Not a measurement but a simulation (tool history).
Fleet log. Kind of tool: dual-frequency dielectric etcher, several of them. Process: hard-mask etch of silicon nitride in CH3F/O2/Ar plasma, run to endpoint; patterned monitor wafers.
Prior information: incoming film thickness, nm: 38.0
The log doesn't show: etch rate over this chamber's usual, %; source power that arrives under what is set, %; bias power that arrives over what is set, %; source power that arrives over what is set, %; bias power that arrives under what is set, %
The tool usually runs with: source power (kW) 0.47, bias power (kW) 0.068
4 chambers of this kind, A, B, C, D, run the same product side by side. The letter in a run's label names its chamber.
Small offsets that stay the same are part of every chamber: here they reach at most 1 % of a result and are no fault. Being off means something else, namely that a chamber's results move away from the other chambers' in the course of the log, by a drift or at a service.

run	hour	source power (kW)	bias power (kW)	hours since the last wet clean	hours since the last source power generator calibration	hours since the last bias power generator calibration	endpoint time (s)
1A	7.6	0.47	0.068	231.8	1021.5	729.8	53.218
2C	19.6	0.47	0.068	265	2105.7	340.4	52.673
3D	29.7	0.47	0.068	278.7	1608.6	1524.7	53.216
4B	35.8	0.47	0.068	240.8	886.3	1976.7	52.92
5C	42	0.47	0.068	287.4	2128.1	362.8	52.907
6A	50.8	0.47	0.068	275	1064.7	773	52.929
7D	63.4	0.47	0.083	312.4	1642.3	1558.4	49.897
8B	72.1	0.47	0.083	277.1	922.6	2013	49.253
9D	85.1	0.47	0.083	334.1	1664	1580.1	49.602
10C	91.9	0.47	0.083	337.3	2178	412.7	49.359
# hour 98.5: chamber B: bias power generator calibrated
11B	104.1	0.43	0.068	309.1	954.6	5.6	54.296
12A	115.1	0.43	0.068	339.3	1129	837.3	54.477
13D	121.7	0.43	0.068	370.7	1700.6	1616.7	54.922
14C	131.7	0.43	0.068	377.1	2217.8	452.5	54.931
15A	142	0.47	0.068	366.2	1155.9	864.2	52.458
16B	148.3	0.47	0.068	353.3	998.8	49.8	52.564
17B	159.1	0.47	0.068	364.1	1009.6	60.6	52.485
18A	171.8	0.47	0.068	396	1185.7	894	52.48
19D	183.2	0.47	0.068	432.2	1762.1	1678.2	53.005
20C	196.5	0.47	0.068	441.9	2282.6	517.3	53.077
# hour 202.3: chamber D: wet clean of the chamber
21B	204.4	0.47	0.068	409.4	1054.9	105.9	52.483
22C	212.9	0.56	0.068	458.3	2299	533.7	49.24
23D	219.1	0.56	0.068	16.9	1798	1714.1	49.985
24A	230.7	0.56	0.068	454.9	1244.6	952.9	48.502
25D	239.6	0.56	0.068	37.4	1818.5	1734.6	49.565
26A	246.7	0.47	0.068	470.9	1260.6	968.9	51.736
27C	258	0.47	0.068	503.4	2344.1	578.8	53.134
# hour 258.5: chamber C: wet clean of the chamber
28B	267.7	0.47	0.068	472.7	1118.2	169.2	52.38
29B	274.9	0.47	0.068	479.9	1125.4	176.4	52.764
30A	286.8	0.47	0.068	511	1300.7	1009	50.932
31D	299.8	0.47	0.068	97.6	1878.7	1794.8	52.802
32C	308.6	0.47	0.068	50.2	2394.7	629.4	53.205
33B	319.5	0.47	0.068	524.5	1170	221	52.097
34C	330.5	0.47	0.068	72.1	2416.6	651.3	53.102
35A	340.7	0.47	0.068	564.9	1354.6	1062.9	51.038
36D	353.5	0.47	0.068	151.3	1932.4	1848.5	52.907
37D	363.4	0.47	0.068	161.2	1942.3	1858.4	53.333
38C	372.3	0.47	0.068	113.9	2458.4	693.1	53.468

The same settings go to every chamber for the next run, one line per chamber below. Forecast the results for each:
39A	382.1	0.47	0.068				?
39B	382.1	0.47	0.068				?
39C	382.1	0.47	0.068				?
39D	382.1	0.47	0.068				?

run	endpoint time (s)
39A	50.436
39B	52.899
39C	53.252
39D	53.527
